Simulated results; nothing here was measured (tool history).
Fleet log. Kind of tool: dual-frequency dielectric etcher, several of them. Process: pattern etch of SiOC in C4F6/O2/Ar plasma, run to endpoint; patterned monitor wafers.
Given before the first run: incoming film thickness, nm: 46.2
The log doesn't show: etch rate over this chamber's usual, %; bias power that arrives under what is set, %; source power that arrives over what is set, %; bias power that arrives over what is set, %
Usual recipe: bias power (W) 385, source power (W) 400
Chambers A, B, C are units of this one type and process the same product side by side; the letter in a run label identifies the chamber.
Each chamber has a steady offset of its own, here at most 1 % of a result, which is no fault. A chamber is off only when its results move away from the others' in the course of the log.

run,hour,bias power (W),source power (W),hours since the last wet clean,hours since the last bias power generator calibration,hours since the last source power generator calibration,endpoint time (s)
1B,9.1,385,400,444.8,1234.7,485.3,16.948
2A,14.6,385,400,162.5,2501.6,1687.6,16.849
3C,21.6,385,400,384.5,462.2,1546.4,17.219
4A,26.7,385,400,174.6,2513.7,1699.7,17.018
5B,34.3,311,400,470,1259.9,510.5,18.374
6C,44.4,311,400,407.3,485,1569.2,18.434
7C,53.6,311,400,416.5,494.2,1578.4,18.476
8B,59.1,385,400,494.8,1284.7,535.3,16.975
9A,64.9,385,400,212.8,2551.9,1737.9,17.007
10B,69.9,385,400,505.6,1295.5,546.1,17.041
11C,76.5,385,400,439.4,517.1,1601.3,17.132
12A,81.6,385,400,229.5,2568.6,1754.6,16.974
13B,90.2,385,400,525.9,1315.8,566.4,16.901
14C,100.4,385,400,463.3,541,1625.2,17.111
# hour 105.9: chamber C: wet clean of the chamber
15A,109.3,385,400,257.2,2596.3,1782.3,16.922
16C,119.7,385,400,13.8,560.3,1644.5,17.039
17A,126.1,385,400,274,2613.1,1799.1,16.978
# hour 129.9: chamber B: wet clean of the chamber
18B,134.9,385,400,5,1360.5,611.1,16.573
19C,143.1,385,400,37.2,583.7,1667.9,17.142
20B,151.2,385,400,21.3,1376.8,627.4,16.657
21A,159.4,385,400,307.3,2646.4,1832.4,16.953
22C,166.2,385,400,60.3,606.8,1691,17.053
23A,175.3,385,400,323.2,2662.3,1848.3,17.069
24B,183.5,385,400,53.6,1409.1,659.7,16.597
25B,192.9,385,400,63,1418.5,669.1,16.592
26C,200.8,385,400,94.9,641.4,1725.6,17.185
# hour 203.9: chamber A: wet clean of the chamber
27A,210.4,385,370,6.6,2697.4,1883.4,17.454
28A,218.3,385,370,14.5,2705.3,1891.3,17.418
29C,225,385,370,119.1,665.6,1749.8,17.633
30B,235.1,385,400,105.2,1460.7,711.3,16.67
31A,243.1,385,360,39.3,2730.1,1916.1,17.724
32C,252.6,385,360,146.7,693.2,1777.4,17.855
33B,259,385,360,129.1,1484.6,735.2,17.338
34B,266.5,385,400,136.6,1492.1,742.7,16.525
35A,272.5,385,400,68.7,2759.5,1945.5,16.956
36C,282.3,385,400,176.4,722.9,1807.1,17.13
37A,287.6,385,400,83.8,2774.6,1960.6,17.056
38B,292.4,385,400,162.5,1518,768.6,16.627
39C,302.2,385,400,196.3,742.8,1827,17.135
40A,311.4,385,400,107.6,2798.4,1984.4,16.962

The same settings go to every chamber for the next run, one line per chamber below. Forecast the results for each:
41A,318.9,385,340,,,,?
41B,318.9,385,340,,,,?
41C,318.9,385,340,,,,?

run,endpoint time (s)
41A,18.025
41B,17.646
41C,18.32
